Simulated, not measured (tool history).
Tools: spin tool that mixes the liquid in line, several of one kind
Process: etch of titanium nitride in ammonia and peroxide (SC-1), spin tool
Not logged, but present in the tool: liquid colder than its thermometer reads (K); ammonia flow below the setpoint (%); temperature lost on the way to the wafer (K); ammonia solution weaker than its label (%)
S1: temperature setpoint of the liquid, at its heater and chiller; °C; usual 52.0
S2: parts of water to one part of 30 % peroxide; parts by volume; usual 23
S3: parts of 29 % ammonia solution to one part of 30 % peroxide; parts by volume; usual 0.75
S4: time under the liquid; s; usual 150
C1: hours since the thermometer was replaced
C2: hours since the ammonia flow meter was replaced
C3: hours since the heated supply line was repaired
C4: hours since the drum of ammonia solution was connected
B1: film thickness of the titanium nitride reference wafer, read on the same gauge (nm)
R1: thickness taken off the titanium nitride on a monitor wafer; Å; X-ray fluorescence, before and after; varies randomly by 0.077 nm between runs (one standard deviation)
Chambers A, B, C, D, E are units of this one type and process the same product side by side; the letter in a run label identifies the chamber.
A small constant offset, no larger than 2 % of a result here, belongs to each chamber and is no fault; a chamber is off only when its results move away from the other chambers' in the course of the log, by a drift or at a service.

{"run": "1B", "hour": 7.4, "S1": 52.0, "S2": 23, "S3": 0.75, "S4": 150, "C1": 254.2, "C2": 550.7, "C3": 325.9, "C4": 66.5, "B1": 110.01, "R1": 88.038}
{"run": "2D", "hour": 17.4, "S1": 52.0, "S2": 23, "S3": 0.75, "S4": 150, "C1": 2096.9, "C2": 1394.4, "C3": 1281.7, "C4": 256.2, "B1": 109.97, "R1": 88.651}
{"run": "3A", "hour": 27.6, "S1": 52.0, "S2": 23, "S3": 0.75, "S4": 150, "C1": 1014.2, "C2": 961.1, "C3": 2117.1, "C4": 692.9, "B1": 110.0, "R1": 88.439}
{"run": "4E", "hour": 35.4, "S1": 52.0, "S2": 23, "S3": 0.75, "S4": 150, "C1": 1516.8, "C2": 263.7, "C3": 1044.5, "C4": 374.1, "B1": 110.0, "R1": 90.702}
{"run": "5C", "hour": 40.1, "S1": 52.0, "S2": 23, "S3": 0.75, "S4": 150, "C1": 715.1, "C2": 1610.9, "C3": 795.9, "C4": 204.2, "B1": 109.99, "R1": 90.086}
{"run": "6E", "hour": 48.3, "S1": 52.0, "S2": 23, "S3": 0.75, "S4": 150, "C1": 1529.7, "C2": 276.6, "C3": 1057.4, "C4": 387.0, "B1": 109.98, "R1": 90.666}
{"hour": 48.5, "done": "chamber D: new drum of ammonia solution connected"}
{"run": "7B", "hour": 54.6, "S1": 49.0, "S2": 23, "S3": 0.95, "S4": 150, "C1": 301.4, "C2": 597.9, "C3": 373.1, "C4": 113.7, "B1": 110.0, "R1": 75.828}
{"hour": 61.7, "done": "chamber A: new drum of ammonia solution connected"}
{"run": "8C", "hour": 61.7, "S1": 49.0, "S2": 23, "S3": 0.95, "S4": 150, "C1": 736.7, "C2": 1632.5, "C3": 817.5, "C4": 225.8, "B1": 110.0, "R1": 76.604}
{"run": "9A", "hour": 66.3, "S1": 49.0, "S2": 23, "S3": 0.95, "S4": 150, "C1": 1052.9, "C2": 999.8, "C3": 2155.8, "C4": 4.6, "B1": 110.04, "R1": 76.769}
{"run": "10D", "hour": 75.8, "S1": 49.0, "S2": 23, "S3": 0.95, "S4": 150, "C1": 2155.3, "C2": 1452.8, "C3": 1340.1, "C4": 27.4, "B1": 109.98, "R1": 75.926}
{"hour": 83.1, "done": "chamber C: ammonia flow meter replaced"}
{"run": "11A", "hour": 85.2, "S1": 49.0, "S2": 23, "S3": 0.95, "S4": 150, "C1": 1071.8, "C2": 1018.7, "C3": 2174.7, "C4": 23.5, "B1": 110.0, "R1": 75.026}
{"run": "12E", "hour": 92.8, "S1": 52.0, "S2": 23, "S3": 0.75, "S4": 150, "C1": 1574.2, "C2": 321.1, "C3": 1101.9, "C4": 431.5, "B1": 110.0, "R1": 90.781}
{"run": "13B", "hour": 103.4, "S1": 52.0, "S2": 23, "S3": 0.75, "S4": 150, "C1": 350.2, "C2": 646.7, "C3": 421.9, "C4": 162.5, "B1": 109.98, "R1": 88.37}
{"run": "14C", "hour": 111.1, "S1": 52.0, "S2": 23, "S3": 0.75, "S4": 150, "C1": 786.1, "C2": 28.1, "C3": 866.9, "C4": 275.2, "B1": 110.01, "R1": 89.312}
{"run": "15D", "hour": 115.8, "S1": 52.0, "S2": 23, "S3": 0.75, "S4": 150, "C1": 2195.3, "C2": 1492.8, "C3": 1380.1, "C4": 67.4, "B1": 110.03, "R1": 89.356}
{"hour": 116.3, "done": "chamber E: heated supply line repaired"}
{"run": "16C", "hour": 123.4, "S1": 52.0, "S2": 23, "S3": 0.75, "S4": 150, "C1": 798.4, "C2": 40.4, "C3": 879.2, "C4": 287.5, "B1": 109.99, "R1": 89.482}
{"run": "17A", "hour": 133.8, "S1": 52.0, "S2": 23, "S3": 0.75, "S4": 150, "C1": 1120.4, "C2": 1067.3, "C3": 2223.3, "C4": 72.1, "B1": 110.04, "R1": 90.153}
{"run": "18D", "hour": 138.5, "S1": 52.0, "S2": 23, "S3": 0.75, "S4": 150, "C1": 2218.0, "C2": 1515.5, "C3": 1402.8, "C4": 90.1, "B1": 110.01, "R1": 89.838}
{"run": "19E", "hour": 148.1, "S1": 52.0, "S2": 23, "S3": 0.75, "S4": 150, "C1": 1629.5, "C2": 376.4, "C3": 31.8, "C4": 486.8, "B1": 110.02, "R1": 91.489}
{"run": "20B", "hour": 158.5, "S1": 52.0, "S2": 23, "S3": 0.75, "S4": 150, "C1": 405.3, "C2": 701.8, "C3": 477.0, "C4": 217.6, "B1": 110.01, "R1": 88.899}
{"hour": 163.4, "done": "chamber E: thermometer replaced"}
{"run": "21A", "hour": 163.5, "S1": 52.0, "S2": 23, "S3": 0.75, "S4": 150, "C1": 1150.1, "C2": 1097.0, "C3": 2253.0, "C4": 101.8, "B1": 110.01, "R1": 90.282}
{"run": "22B", "hour": 171.1, "S1": 52.0, "S2": 23, "S3": 0.75, "S4": 150, "C1": 417.9, "C2": 714.4, "C3": 489.6, "C4": 230.2, "B1": 109.99, "R1": 88.839}
{"run": "23C", "hour": 176.7, "S1": 52.0, "S2": 23, "S3": 0.75, "S4": 150, "C1": 851.7, "C2": 93.7, "C3": 932.5, "C4": 340.8, "B1": 109.99, "R1": 89.024}
{"run": "24D", "hour": 185.9, "S1": 52.0, "S2": 23, "S3": 0.75, "S4": 150, "C1": 2265.4, "C2": 1562.9, "C3": 1450.2, "C4": 137.5, "B1": 109.99, "R1": 89.752}
{"run": "25E", "hour": 194.3, "S1": 52.0, "S2": 23, "S3": 0.75, "S4": 150, "C1": 30.9, "C2": 422.6, "C3": 78.0, "C4": 533.0, "B1": 110.0, "R1": 91.855}
{"run": "26A", "hour": 203.3, "S1": 52.0, "S2": 23, "S3": 0.75, "S4": 150, "C1": 1189.9, "C2": 1136.8, "C3": 2292.8, "C4": 141.6, "B1": 110.02, "R1": 88.625}
{"run": "27D", "hour": 212.4, "S1": 52.0, "S2": 23, "S3": 0.75, "S4": 150, "C1": 2291.9, "C2": 1589.4, "C3": 1476.7, "C4": 164.0, "B1": 110.01, "R1": 89.535}
{"run": "28C", "hour": 218.5, "S1": 52.0, "S2": 23, "S3": 0.75, "S4": 150, "C1": 893.5, "C2": 135.5, "C3": 974.3, "C4": 382.6, "B1": 110.0, "R1": 86.15}
{"run": "29E", "hour": 229.1, "S1": 52.0, "S2": 23, "S3": 0.75, "S4": 150, "C1": 65.7, "C2": 457.4, "C3": 112.8, "C4": 567.8, "B1": 110.03, "R1": 91.902}
{"run": "30B", "hour": 239.1, "S1": 52.0, "S2": 23, "S3": 0.75, "S4": 150, "C1": 485.9, "C2": 782.4, "C3": 557.6, "C4": 298.2, "B1": 110.01, "R1": 90.366}
{"run": "31B", "hour": 246.7, "S1": 52.0, "S2": 23, "S3": 0.75, "S4": 150, "C1": 493.5, "C2": 790.0, "C3": 565.2, "C4": 305.8, "B1": 110.0, "R1": 88.858}
{"hour": 250.6, "done": "chamber D: ammonia flow meter replaced"}
{"run": "32E", "hour": 252.3, "S1": 58.5, "S2": 23, "S3": 0.75, "S4": 115, "C1": 88.9, "C2": 480.6, "C3": 136.0, "C4": 591.0, "B1": 110.01, "R1": 108.33}
{"run": "33D", "hour": 256.9, "S1": 58.5, "S2": 23, "S3": 0.75, "S4": 115, "C1": 2336.4, "C2": 6.3, "C3": 1521.2, "C4": 208.5, "B1": 109.96, "R1": 107.69}
{"run": "34C", "hour": 262.3, "S1": 58.5, "S2": 23, "S3": 0.75, "S4": 115, "C1": 937.3, "C2": 179.3, "C3": 1018.1, "C4": 426.4, "B1": 109.99, "R1": 99.48}
{"run": "35A", "hour": 269.1, "S1": 58.5, "S2": 23, "S3": 0.75, "S4": 115, "C1": 1255.7, "C2": 1202.6, "C3": 2358.6, "C4": 207.4, "B1": 110.02, "R1": 107.14}
{"run": "36D", "hour": 276.1, "S1": 58.5, "S2": 23, "S3": 0.75, "S4": 115, "C1": 2355.6, "C2": 25.5, "C3": 1540.4, "C4": 227.7, "B1": 110.0, "R1": 107.07}
{"hour": 280.3, "done": "chamber B: heated supply line repaired"}
{"run": "37B", "hour": 284.1, "S1": 52.0, "S2": 23, "S3": 0.75, "S4": 150, "C1": 530.9, "C2": 827.4, "C3": 3.9, "C4": 343.2, "B1": 109.97, "R1": 89.506}
{"run": "38C", "hour": 289.2, "S1": 52.0, "S2": 23, "S3": 0.75, "S4": 150, "C1": 964.2, "C2": 206.2, "C3": 1045.0, "C4": 453.3, "B1": 109.99, "R1": 83.355}
{"run": "39A", "hour": 294.8, "S1": 52.0, "S2": 23, "S3": 0.75, "S4": 150, "C1": 1281.4, "C2": 1228.3, "C3": 2384.3, "C4": 233.1, "B1": 110.03, "R1": 90.08}
{"run": "40E", "hour": 304.4, "S1": 52.0, "S2": 23, "S3": 0.75, "S4": 150, "C1": 141.0, "C2": 532.7, "C3": 188.1, "C4": 643.1, "B1": 109.99, "R1": 90.729}

All chambers now run identical settings, listed one chamber a line with results as question marks. What results will each chamber show?
{"run": "41A", "hour": 312.1, "S1": 56.5, "S2": 23, "S3": 0.75, "S4": 150, "R1": "?"}
{"run": "41B", "hour": 312.1, "S1": 56.5, "S2": 23, "S3": 0.75, "S4": 150, "R1": "?"}
{"run": "41C", "hour": 312.1, "S1": 56.5, "S2": 23, "S3": 0.75, "S4": 150, "R1": "?"}
{"run": "41D", "hour": 312.1, "S1": 56.5, "S2": 23, "S3": 0.75, "S4": 150, "R1": "?"}
{"run": "41E", "hour": 312.1, "S1": 56.5, "S2": 23, "S3": 0.75, "S4": 150, "R1": "?"}

run=41A R1=121.750
run=41B R1=121.130
run=41C R1=112.020
run=41D R1=120.650
run=41E R1=121.200

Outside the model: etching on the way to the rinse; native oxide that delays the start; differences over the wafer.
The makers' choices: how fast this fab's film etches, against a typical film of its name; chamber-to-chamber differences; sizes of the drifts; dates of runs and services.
